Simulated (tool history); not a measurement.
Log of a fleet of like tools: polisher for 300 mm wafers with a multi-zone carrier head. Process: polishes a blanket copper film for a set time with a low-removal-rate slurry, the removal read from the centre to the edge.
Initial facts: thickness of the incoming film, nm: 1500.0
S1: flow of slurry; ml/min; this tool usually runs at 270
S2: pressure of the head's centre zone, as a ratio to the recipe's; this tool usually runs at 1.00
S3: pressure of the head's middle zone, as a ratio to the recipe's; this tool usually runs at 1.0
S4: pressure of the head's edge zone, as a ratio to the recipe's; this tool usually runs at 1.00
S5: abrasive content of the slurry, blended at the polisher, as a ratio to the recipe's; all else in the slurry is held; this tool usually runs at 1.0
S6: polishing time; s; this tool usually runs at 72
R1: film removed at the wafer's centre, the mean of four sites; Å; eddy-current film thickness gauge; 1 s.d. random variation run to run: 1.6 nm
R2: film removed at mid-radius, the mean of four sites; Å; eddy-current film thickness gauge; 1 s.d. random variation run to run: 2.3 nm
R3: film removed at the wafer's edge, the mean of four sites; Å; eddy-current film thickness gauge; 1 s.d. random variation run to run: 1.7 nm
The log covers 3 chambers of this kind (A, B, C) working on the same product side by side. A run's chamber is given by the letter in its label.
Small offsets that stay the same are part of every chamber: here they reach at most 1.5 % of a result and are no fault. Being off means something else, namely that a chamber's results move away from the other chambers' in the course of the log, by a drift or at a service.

Run 1C, day 0.412: usual settings. Result: R1 1828.4 Å, R2 1825.8 Å, R3 1868.8 Å.
Run 2A, day 1.029: usual settings. Result: R1 1852.0 Å, R2 1834.1 Å, R3 1814.1 Å.
Run 3B, day 1.504: usual settings. Result: R1 1860.8 Å, R2 1848.6 Å, R3 1832.6 Å.
Run 4A, day 1.896: usual settings. Result: R1 1862.0 Å, R2 1874.0 Å, R3 1889.4 Å.
At day 2.304: chamber B: worn pad replaced by a new one.
Run 5B, day 2.450: usual settings. Result: R1 1882.5 Å, R2 1812.7 Å, R3 1833.1 Å.
At day 2.646: chamber B: slurry nozzle cleaned.
At day 2.675: chamber C: worn pad replaced by a new one.
Run 6C, day 2.850: usual settings. Result: R1 1828.2 Å, R2 1850.9 Å, R3 1840.1 Å.
At day 3.196: chamber A: worn pad replaced by a new one.
Run 7B, day 3.292: usual settings. Result: R1 1864.8 Å, R2 1851.1 Å, R3 1821.3 Å.
Run 8C, day 3.679: usual settings. Result: R1 1814.6 Å, R2 1818.2 Å, R3 1820.3 Å.
Run 9A, day 4.117: usual settings but S3 0.9. Result: R1 1850.4 Å, R2 1698.9 Å, R3 1879.0 Å.
Run 10B, day 4.738: usual settings but S3 0.9. Result: R1 1871.5 Å, R2 1675.8 Å, R3 1859.0 Å.
Run 11C, day 5.088: usual settings but S3 0.9. Result: R1 1772.9 Å, R2 1691.8 Å, R3 1860.1 Å.
Run 12A, day 5.396: usual settings. Result: R1 1857.6 Å, R2 1898.7 Å, R3 1862.0 Å.
Run 13C, day 5.921: usual settings but S2 1.10. Result: R1 1996.9 Å, R2 1833.1 Å, R3 1856.3 Å.
At day 6.471: chamber B: worn pad replaced by a new one.
Run 14B, day 6.500: usual settings but S2 1.10. Result: R1 2057.4 Å, R2 1820.1 Å, R3 1849.6 Å.
Run 15A, day 7.046: usual settings but S2 1.10. Result: R1 2082.0 Å, R2 1891.1 Å, R3 1864.9 Å.
At day 7.138: chamber A: worn pad replaced by a new one.
At day 7.421: chamber B: centre zone pressure recalibrated.
Run 16B, day 7.421: usual settings. Result: R1 1868.3 Å, R2 1828.4 Å, R3 1859.5 Å.
At day 7.546: chamber C: worn pad replaced by a new one.
Run 17C, day 7.912: usual settings but S5 0.8. Result: R1 1713.1 Å, R2 1744.7 Å, R3 1738.7 Å.
At day 8.162: chamber A: slurry nozzle cleaned.
Run 18A, day 8.383: usual settings but S5 0.8. Result: R1 1757.4 Å, R2 1803.9 Å, R3 1783.1 Å.
Run 19B, day 8.879: usual settings but S5 0.8. Result: R1 1760.2 Å, R2 1763.9 Å, R3 1736.3 Å.
Run 20C, day 9.508: usual settings. Result: R1 1726.8 Å, R2 1871.8 Å, R3 1857.5 Å.
Run 21A, day 9.875: usual settings but S4 0.92, S6 88 s. Result: R1 2266.8 Å, R2 2244.6 Å, R3 2159.8 Å.
At day 9.925: chamber B: worn pad replaced by a new one.
At day 10.062: chamber A: edge zone pressure recalibrated.
At day 10.146: chamber B: edge zone pressure recalibrated.
At day 10.200: chamber A: worn pad replaced by a new one.
Run 22C, day 10.350: usual settings but S4 0.92, S6 88 s. Result: R1 2169.2 Å, R2 2195.7 Å, R3 2195.2 Å.
Run 23A, day 10.762: usual settings but S4 0.92, S6 88 s. Result: R1 2265.5 Å, R2 2295.0 Å, R3 2161.9 Å.
At day 10.767: chamber B: slurry nozzle cleaned.
Run 24B, day 11.046: usual settings. Result: R1 1836.4 Å, R2 1817.2 Å, R3 1864.4 Å.
Run 25B, day 11.392: usual settings. Result: R1 1883.6 Å, R2 1825.6 Å, R3 1853.4 Å.
Run 26C, day 11.838: usual settings. Result: R1 1702.8 Å, R2 1879.1 Å, R3 1863.1 Å.
At day 11.933: chamber C: slurry nozzle cleaned.
Run 27A, day 12.462: usual settings. Result: R1 1885.1 Å, R2 1841.0 Å, R3 1859.4 Å.
Run 28C, day 12.900: usual settings. Result: R1 1726.5 Å, R2 1835.8 Å, R3 1870.2 Å.
At day 13.079: chamber C: worn pad replaced by a new one.
Run 29A, day 13.217: usual settings. Result: R1 1885.8 Å, R2 1832.9 Å, R3 1839.3 Å.
At day 13.438: chamber B: worn pad replaced by a new one.
Run 30B, day 13.612: usual settings. Result: R1 1839.4 Å, R2 1791.1 Å, R3 1852.6 Å.
At day 14.046: chamber A: worn pad replaced by a new one.
Run 31B, day 14.150: usual settings. Result: R1 1861.2 Å, R2 1813.2 Å, R3 1844.3 Å.
Run 32C, day 14.600: usual settings. Result: R1 1677.5 Å, R2 1824.3 Å, R3 1863.1 Å.
Run 33A, day 15.075: usual settings. Result: R1 1851.1 Å, R2 1859.0 Å, R3 1861.7 Å.
Run 34C, day 15.367: usual settings. Result: R1 1662.5 Å, R2 1888.8 Å, R3 1881.3 Å.
Run 35B, day 15.958: usual settings. Result: R1 1858.2 Å, R2 1801.2 Å, R3 1856.9 Å.
Run 36A, day 16.429: usual settings but S2 1.05. Result: R1 1984.8 Å, R2 1857.4 Å, R3 1847.3 Å.
Run 37C, day 16.721: usual settings but S2 1.05. Result: R1 1767.9 Å, R2 1839.7 Å, R3 1870.7 Å.
Run 38B, day 17.158: usual settings but S2 1.05. Result: R1 1999.1 Å, R2 1828.0 Å, R3 1863.6 Å.

Has any chamber moved away from the others, gradually or after a service, or does the common gauge drift, or do the chambers differ only by their own small steady offsets? State the chamber and the most likely cause if one applies.

Little by little, chamber C moves away from the other chambers.
Likeliest cause: centre zone's pressure below its setpoint, % = 9.1.

Which of the 4 candidates below, each the usual settings with something changed and its results left as question marks, puts chamber C back in line with what the other chambers give on the usual settings?
Maximum distance from the other chambers' mean on the usual settings for a result to count as in line: R1 57.0 Å; R2 82.0 Å; R3 61.0 Å
Run 39C-1, day 17.612: usual settings but S1 275 ml/min, S2 1.10, S3 0.98, S4 0.97, S6 73 s. Result: R1 ?, R2 ?, R3 ?.
Run 39C-2, day 17.612: usual settings but S1 265 ml/min, S2 0.90, S3 1.02, S4 1.03, S6 71 s. Result: R1 ?, R2 ?, R3 ?.
Run 39C-3, day 17.612: usual settings but S2 1.03, S3 0.99, S4 0.99. Result: R1 ?, R2 ?, R3 ?.
Run 39C-4, day 17.612: usual settings but S2 0.97, S3 1.01, S4 1.01. Result: R1 ?, R2 ?, R3 ?.

The other chambers' mean on the usual settings: R1 1863.6 Å; R2 1839.0 Å; R3 1846.0 Å
  run      R1      R2      R3
39C-1  1857.8  1837.5  1860.4
39C-2  1439.7  1847.7  1861.3
39C-3  1700.5  1826.1  1851.7
39C-4  1591.2  1860.2  1871.0
With 39C-1, the chamber falls back in line with the rest.
